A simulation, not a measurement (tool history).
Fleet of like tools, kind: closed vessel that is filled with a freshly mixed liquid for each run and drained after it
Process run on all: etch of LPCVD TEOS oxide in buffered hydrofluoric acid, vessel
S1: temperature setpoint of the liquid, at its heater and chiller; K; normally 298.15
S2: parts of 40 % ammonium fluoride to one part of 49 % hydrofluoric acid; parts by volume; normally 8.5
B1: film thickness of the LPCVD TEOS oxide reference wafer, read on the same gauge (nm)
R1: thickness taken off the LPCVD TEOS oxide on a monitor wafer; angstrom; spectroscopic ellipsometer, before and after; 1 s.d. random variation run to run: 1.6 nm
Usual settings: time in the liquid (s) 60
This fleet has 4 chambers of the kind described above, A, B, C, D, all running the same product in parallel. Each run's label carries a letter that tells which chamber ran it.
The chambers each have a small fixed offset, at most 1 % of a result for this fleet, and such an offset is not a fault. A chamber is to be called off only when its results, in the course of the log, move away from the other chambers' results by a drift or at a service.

{"run": "1C", "hour": 6.9, "S1": 298.15, "S2": 8.5, "time in the liquid (s)": 60, "B1": 120, "R1": 2528.6}
{"run": "2D", "hour": 12.3, "S1": 298.15, "S2": 8.5, "time in the liquid (s)": 60, "B1": 119.98, "R1": 2536.7}
{"run": "3B", "hour": 16.9, "S1": 298.15, "S2": 8.5, "time in the liquid (s)": 60, "B1": 119.96, "R1": 2537.3}
{"run": "4A", "hour": 25.5, "S1": 298.15, "S2": 8.5, "time in the liquid (s)": 60, "B1": 120.04, "R1": 2534.4}
{"run": "5D", "hour": 31.1, "S1": 298.15, "S2": 8.5, "time in the liquid (s)": 60, "B1": 119.98, "R1": 2540.6}
{"run": "6C", "hour": 35.5, "S1": 298.15, "S2": 8.5, "time in the liquid (s)": 60, "B1": 120.01, "R1": 2503.9}
{"run": "7A", "hour": 43.1, "S1": 298.15, "S2": 8.5, "time in the liquid (s)": 60, "B1": 120.01, "R1": 2562.7}
{"run": "8B", "hour": 49.2, "S1": 298.15, "S2": 8.5, "time in the liquid (s)": 60, "B1": 120.03, "R1": 2526.5}
{"run": "9D", "hour": 55.1, "S1": 298.15, "S2": 8.5, "time in the liquid (s)": 60, "B1": 119.99, "R1": 2568.7}
{"run": "10A", "hour": 63.1, "S1": 298.15, "S2": 8.5, "time in the liquid (s)": 60, "B1": 119.97, "R1": 2546.5}
{"run": "11B", "hour": 71.3, "S1": 298.15, "S2": 8.5, "time in the liquid (s)": 60, "B1": 119.98, "R1": 2526.9}
{"run": "12C", "hour": 77.9, "S1": 298.15, "S2": 8.5, "time in the liquid (s)": 60, "B1": 120.01, "R1": 2500.4}
{"run": "13D", "hour": 83.4, "S1": 298.15, "S2": 8.5, "time in the liquid (s)": 60, "B1": 119.95, "R1": 2582.6}
{"run": "14C", "hour": 89.5, "S1": 298.15, "S2": 8.5, "time in the liquid (s)": 60, "B1": 120, "R1": 2528.2}
{"run": "15A", "hour": 95.8, "S1": 298.15, "S2": 8.5, "time in the liquid (s)": 60, "B1": 120.01, "R1": 2566.3}
{"run": "16B", "hour": 103.9, "S1": 298.15, "S2": 10, "time in the liquid (s)": 60, "B1": 119.97, "R1": 2231.9}
{"run": "17A", "hour": 111.5, "S1": 298.15, "S2": 10, "time in the liquid (s)": 60, "B1": 120.03, "R1": 2210.1}
{"run": "18D", "hour": 116.5, "S1": 298.15, "S2": 10, "time in the liquid (s)": 60, "B1": 119.99, "R1": 2272.7}
{"run": "19B", "hour": 123.7, "S1": 298.15, "S2": 10, "time in the liquid (s)": 60, "B1": 119.97, "R1": 2238.4}
{"run": "20C", "hour": 132.4, "S1": 302.15, "S2": 5.5, "time in the liquid (s)": 60, "B1": 120, "R1": 4796.9}
{"run": "21B", "hour": 140.9, "S1": 302.15, "S2": 5.5, "time in the liquid (s)": 60, "B1": 120.01, "R1": 4748.3}
{"run": "22C", "hour": 147.2, "S1": 302.15, "S2": 5.5, "time in the liquid (s)": 60, "B1": 119.99, "R1": 4767.1}
{"run": "23D", "hour": 155.9, "S1": 302.15, "S2": 5.5, "time in the liquid (s)": 60, "B1": 120.06, "R1": 4878.5}
{"run": "24A", "hour": 160.2, "S1": 298.15, "S2": 8.5, "time in the liquid (s)": 60, "B1": 119.97, "R1": 2524.8}
{"run": "25C", "hour": 164.5, "S1": 295.65, "S2": 5.5, "time in the liquid (s)": 60, "B1": 120.02, "R1": 3327.2}
{"run": "26D", "hour": 168.6, "S1": 295.65, "S2": 5.5, "time in the liquid (s)": 60, "B1": 120.04, "R1": 3508.1}

Does one chamber stand apart from the rest, does the shared gauge drift, or is all well apart from small per-chamber offsets? Give the chamber and the most likely cause, where there is one.

One chamber, D, drifts off from the rest bit by bit.
What lies behind it: hydrofluoric acid flow above the setpoint (%) = 4.64.
From this log alone, it may not be told apart from: liquid hotter than its thermometer reads (K).

Chamber D could run next with any of the 4 candidate recipes listed below; each alters the usual settings, and their results appear as question marks. Which one brings its results back in line with what the other chambers deliver on the usual settings?
A result is in line if it is within this distance of the other chambers' mean on the usual settings: R1 55 angstrom
{"run": "27D-1", "hour": 175.3, "S1": 298.15, "S2": 8.5, "time in the liquid (s)": 55, "R1": "?"}
{"run": "27D-2", "hour": 175.3, "S1": 298.65, "S2": 8, "time in the liquid (s)": 60, "R1": "?"}
{"run": "27D-3", "hour": 175.3, "S1": 297.15, "S2": 8.5, "time in the liquid (s)": 60, "R1": "?"}
{"run": "27D-4", "hour": 175.3, "S1": 299.15, "S2": 8.5, "time in the liquid (s)": 60, "R1": "?"}

What the other chambers average on the usual settings: R1 2534.1 angstrom
run=27D-1 R1=2446.6
run=27D-2 R1=2926.9
run=27D-3 R1=2530.7
run=27D-4 R1=2813.9
It is 27D-3 that realigns the chamber with its peers.
